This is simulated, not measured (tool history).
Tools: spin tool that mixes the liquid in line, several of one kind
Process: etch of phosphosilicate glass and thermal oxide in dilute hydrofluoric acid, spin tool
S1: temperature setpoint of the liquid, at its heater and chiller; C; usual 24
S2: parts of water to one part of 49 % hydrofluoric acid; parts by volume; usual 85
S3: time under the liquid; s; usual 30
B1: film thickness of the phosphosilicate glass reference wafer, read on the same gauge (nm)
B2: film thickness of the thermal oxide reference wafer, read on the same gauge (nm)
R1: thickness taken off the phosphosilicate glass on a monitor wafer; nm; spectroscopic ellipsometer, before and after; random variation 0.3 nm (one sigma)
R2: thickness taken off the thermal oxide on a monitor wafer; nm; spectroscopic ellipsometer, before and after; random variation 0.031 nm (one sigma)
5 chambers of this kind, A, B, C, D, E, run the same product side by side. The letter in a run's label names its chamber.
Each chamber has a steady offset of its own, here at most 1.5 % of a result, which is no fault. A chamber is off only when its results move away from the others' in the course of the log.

run 1D hour=10.4 | S1=24 S2=85 S3=30 | B1=40.002 B2=49.987 | R1=62.656 R2=1.7678
run 2B hour=23 | S1=24 S2=85 S3=30 | B1=40.016 B2=49.994 | R1=63.335 R2=1.7761
run 3A hour=29.8 | S1=24 S2=85 S3=30 | B1=39.995 B2=50.017 | R1=63.579 R2=1.7719
run 4C hour=41.3 | S1=24 S2=85 S3=30 | B1=39.989 B2=50.013 | R1=63.984 R2=1.7173
run 5E hour=49.8 | S1=24 S2=85 S3=30 | B1=40.002 B2=49.965 | R1=63.305 R2=1.772
run 6B hour=56.9 | S1=24 S2=85 S3=30 | B1=40.024 B2=49.972 | R1=64.205 R2=1.7914
run 7C hour=69.2 | S1=24 S2=85 S3=30 | B1=40.021 B2=50.03 | R1=63.73 R2=1.7452
run 8E hour=78.3 | S1=24 S2=85 S3=30 | B1=39.992 B2=49.97 | R1=63.61 R2=1.7311
run 9A hour=88 | S1=24 S2=85 S3=30 | B1=39.969 B2=49.993 | R1=63.812 R2=1.6963
run 10D hour=96.2 | S1=24 S2=85 S3=30 | B1=40.015 B2=50.008 | R1=62.811 R2=1.7859
-- hour=97.4 chamber C: thermometer replaced
run 11B hour=106.9 | S1=24 S2=85 S3=30 | B1=40.039 B2=50.006 | R1=63.807 R2=1.7564
run 12E hour=115.6 | S1=24 S2=85 S3=30 | B1=39.989 B2=50.003 | R1=63.102 R2=1.6971
run 13D hour=124.9 | S1=24 S2=85 S3=45 | B1=39.999 B2=50.002 | R1=94.2 R2=2.6742
run 14A hour=136.1 | S1=24 S2=85 S3=45 | B1=40.011 B2=50.01 | R1=95.06 R2=2.6774
run 15C hour=148.2 | S1=24 S2=85 S3=45 | B1=40.017 B2=49.986 | R1=95.175 R2=2.7062
run 16E hour=157.5 | S1=24 S2=85 S3=45 | B1=40 B2=49.993 | R1=94.612 R2=2.6978
run 17A hour=164.3 | S1=24 S2=85 S3=45 | B1=39.976 B2=50.004 | R1=95.176 R2=2.6709
run 18D hour=171 | S1=24 S2=85 S3=30 | B1=40.026 B2=49.995 | R1=62.747 R2=1.8056
run 19C hour=182.7 | S1=24 S2=85 S3=30 | B1=40.007 B2=50.004 | R1=63.534 R2=1.7385
run 20B hour=190.8 | S1=24 S2=85 S3=30 | B1=39.99 B2=50.003 | R1=64.111 R2=1.7635
run 21D hour=201.6 | S1=24 S2=85 S3=30 | B1=39.989 B2=49.975 | R1=62.519 R2=1.8258
run 22E hour=214.4 | S1=24 S2=85 S3=30 | B1=39.997 B2=50.02 | R1=63.15 R2=1.7454
run 23A hour=224.6 | S1=24 S2=85 S3=30 | B1=40.024 B2=49.976 | R1=63.662 R2=1.8291
run 24C hour=233.7 | S1=24 S2=85 S3=30 | B1=39.989 B2=49.973 | R1=63.175 R2=1.7851
run 25B hour=241.9 | S1=24 S2=85 S3=50 | B1=39.98 B2=50.005 | R1=105.58 R2=2.9355
run 26C hour=253.2 | S1=24 S2=85 S3=50 | B1=39.995 B2=49.992 | R1=105.91 R2=2.9494
run 27B hour=265.3 | S1=24 S2=85 S3=50 | B1=40 B2=49.995 | R1=106.63 R2=2.883
run 28D hour=271.7 | S1=24 S2=85 S3=50 | B1=39.999 B2=50.02 | R1=104.73 R2=3.0318
run 29A hour=282.7 | S1=24 S2=85 S3=50 | B1=39.99 B2=49.99 | R1=105.32 R2=2.9413
run 30E hour=288.6 | S1=24 S2=85 S3=30 | B1=40.011 B2=50.002 | R1=63.591 R2=1.734
run 31D hour=298.7 | S1=24 S2=85 S3=30 | B1=40.003 B2=49.988 | R1=62.91 R2=1.7648
run 32B hour=304.2 | S1=24 S2=85 S3=30 | B1=39.989 B2=49.992 | R1=63.252 R2=1.8151
run 33E hour=315.6 | S1=24 S2=85 S3=30 | B1=40.017 B2=50.005 | R1=63.12 R2=1.8164
run 34C hour=321.4 | S1=24 S2=85 S3=30 | B1=39.985 B2=50.018 | R1=63.442 R2=1.7902
-- hour=327.9 chamber A: hydrofluoric acid flow meter replaced
run 35A hour=330.5 | S1=24 S2=85 S3=30 | B1=39.992 B2=49.979 | R1=63.544 R2=1.7896
run 36D hour=336.4 | S1=24 S2=110 S3=15 | B1=40.012 B2=50.015 | R1=23.432 R2=0.66197
run 37B hour=346.6 | S1=24 S2=110 S3=15 | B1=40.004 B2=49.985 | R1=23.891 R2=0.64845

All 5 chambers run these settings next. Forecast each chamber's results:
run 38A hour=355.8 | S1=20.5 S2=85 S3=30 | R1=? R2=?
run 38B hour=355.8 | S1=20.5 S2=85 S3=30 | R1=? R2=?
run 38C hour=355.8 | S1=20.5 S2=85 S3=30 | R1=? R2=?
run 38D hour=355.8 | S1=20.5 S2=85 S3=30 | R1=? R2=?
run 38E hour=355.8 | S1=20.5 S2=85 S3=30 | R1=? R2=?

run=38A R1=55.236 R2=1.5188
run=38B R1=55.449 R2=1.5762
run=38C R1=55.423 R2=1.5411
run=38D R1=54.857 R2=1.5179
run=38E R1=54.828 R2=1.4841
